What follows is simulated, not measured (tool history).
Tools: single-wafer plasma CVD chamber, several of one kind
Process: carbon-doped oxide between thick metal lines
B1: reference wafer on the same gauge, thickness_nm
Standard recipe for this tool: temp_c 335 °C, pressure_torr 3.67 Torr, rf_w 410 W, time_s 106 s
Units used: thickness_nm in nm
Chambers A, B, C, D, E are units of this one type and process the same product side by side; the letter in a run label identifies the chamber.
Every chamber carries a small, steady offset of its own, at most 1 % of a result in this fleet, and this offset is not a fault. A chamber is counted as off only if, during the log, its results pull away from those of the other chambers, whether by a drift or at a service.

Run 1B, hour 5.4: usual settings; B1 386.85. Result: thickness_nm 464.07 nm.
Run 2D, hour 12.3: usual settings; B1 386.93. Result: thickness_nm 459.74 nm.
Run 3A, hour 19.7: usual settings; B1 387.12. Result: thickness_nm 467.32 nm.
Run 4E, hour 25.3: usual settings; B1 387.15. Result: thickness_nm 469.45 nm.
Run 5C, hour 32: usual settings; B1 386.71. Result: thickness_nm 467.16 nm.
Run 6C, hour 40.5: usual settings but rf_w 335 W; B1 386.67. Result: thickness_nm 401.55 nm.
Run 7B, hour 48.7: usual settings but rf_w 335 W; B1 386.8. Result: thickness_nm 400.44 nm.
Run 8A, hour 57.3: usual settings but rf_w 335 W; B1 386.99. Result: thickness_nm 397.83 nm.
Run 9D, hour 65.1: usual settings but rf_w 335 W; B1 387.08. Result: thickness_nm 393.52 nm.
Run 10E, hour 69.9: usual settings but rf_w 335 W; B1 386.78. Result: thickness_nm 405.01 nm.
Run 11D, hour 74.9: usual settings; B1 386.72. Result: thickness_nm 460.11 nm.
Run 12A, hour 79.5: usual settings; B1 387.01. Result: thickness_nm 467.72 nm.
Run 13B, hour 87.1: usual settings; B1 386.9. Result: thickness_nm 465.29 nm.
Run 14E, hour 92.2: usual settings; B1 387.36. Result: thickness_nm 472.13 nm.
At hour 94: chamber A: thermocouple changed; heater temperature recalibrated.
Run 15C, hour 96.7: usual settings; B1 387.47. Result: thickness_nm 464.94 nm.
Run 16A, hour 102: usual settings; B1 387.31. Result: thickness_nm 465.11 nm.
Run 17B, hour 106.3: usual settings; B1 387. Result: thickness_nm 462.01 nm.
Run 18C, hour 111.1: usual settings; B1 387.18. Result: thickness_nm 468.1 nm.
Run 19E, hour 119: usual settings; B1 387.03. Result: thickness_nm 467.08 nm.
Run 20D, hour 123.5: usual settings; B1 387.24. Result: thickness_nm 457.98 nm.
Run 21E, hour 131.9: usual settings; B1 386.94. Result: thickness_nm 460.61 nm.
Run 22A, hour 136.3: usual settings but pressure_torr 2.81 Torr; B1 387.21. Result: thickness_nm 454.57 nm.
Run 23B, hour 142.2: usual settings but pressure_torr 2.81 Torr; B1 386.87. Result: thickness_nm 450.6 nm.
Run 24D, hour 149.1: usual settings but pressure_torr 2.81 Torr; B1 386.76. Result: thickness_nm 446.47 nm.
Run 25C, hour 154: usual settings but pressure_torr 2.81 Torr; B1 387.1. Result: thickness_nm 453.73 nm.
Run 26A, hour 158.9: usual settings but pressure_torr 2.81 Torr; B1 387.02. Result: thickness_nm 452.03 nm.
At hour 159.6: chamber B: thermocouple changed; heater temperature recalibrated.
At hour 163.2: chamber A: capacitance manometer re-zeroed and calibrated.
Run 27D, hour 163.8: usual settings; B1 387.14. Result: thickness_nm 460.73 nm.
Run 28B, hour 172.4: usual settings; B1 387.12. Result: thickness_nm 463.89 nm.
Run 29C, hour 179.7: usual settings; B1 387.53. Result: thickness_nm 468.46 nm.
Run 30E, hour 185.7: usual settings; B1 387.07. Result: thickness_nm 454.56 nm.
Run 31A, hour 193.6: usual settings; B1 387.21. Result: thickness_nm 468.64 nm.
Run 32B, hour 198.5: usual settings but temp_c 345 °C, time_s 118 s; B1 387.15. Result: thickness_nm 506.12 nm.
Run 33E, hour 202.4: usual settings but temp_c 345 °C, time_s 118 s; B1 387.27. Result: thickness_nm 486.62 nm.
Run 34D, hour 210.6: usual settings but temp_c 345 °C, time_s 118 s; B1 386.43. Result: thickness_nm 502.58 nm.
Run 35C, hour 216.3: usual settings but temp_c 345 °C, time_s 118 s; B1 387.19. Result: thickness_nm 508.91 nm.
Run 36B, hour 220.9: usual settings but temp_c 345 °C, time_s 118 s; B1 386.93. Result: thickness_nm 502.77 nm.
Run 37E, hour 227.5: usual settings; B1 386.83. Result: thickness_nm 441.33 nm.
Run 38D, hour 235: usual settings but rf_w 365 W; B1 387.26. Result: thickness_nm 425.71 nm.

Each of the 5 chambers runs these same settings next. Fill in every chamber's results:
Run 39A, hour 241.3: usual settings. Result: thickness_nm ?.
Run 39B, hour 241.3: usual settings. Result: thickness_nm ?.
Run 39C, hour 241.3: usual settings. Result: thickness_nm ?.
Run 39D, hour 241.3: usual settings. Result: thickness_nm ?.
Run 39E, hour 241.3: usual settings. Result: thickness_nm ?.

run  thickness_nm
39A        467.76
39B        463.93
39C        467.06
39D        461.09
39E        439.98

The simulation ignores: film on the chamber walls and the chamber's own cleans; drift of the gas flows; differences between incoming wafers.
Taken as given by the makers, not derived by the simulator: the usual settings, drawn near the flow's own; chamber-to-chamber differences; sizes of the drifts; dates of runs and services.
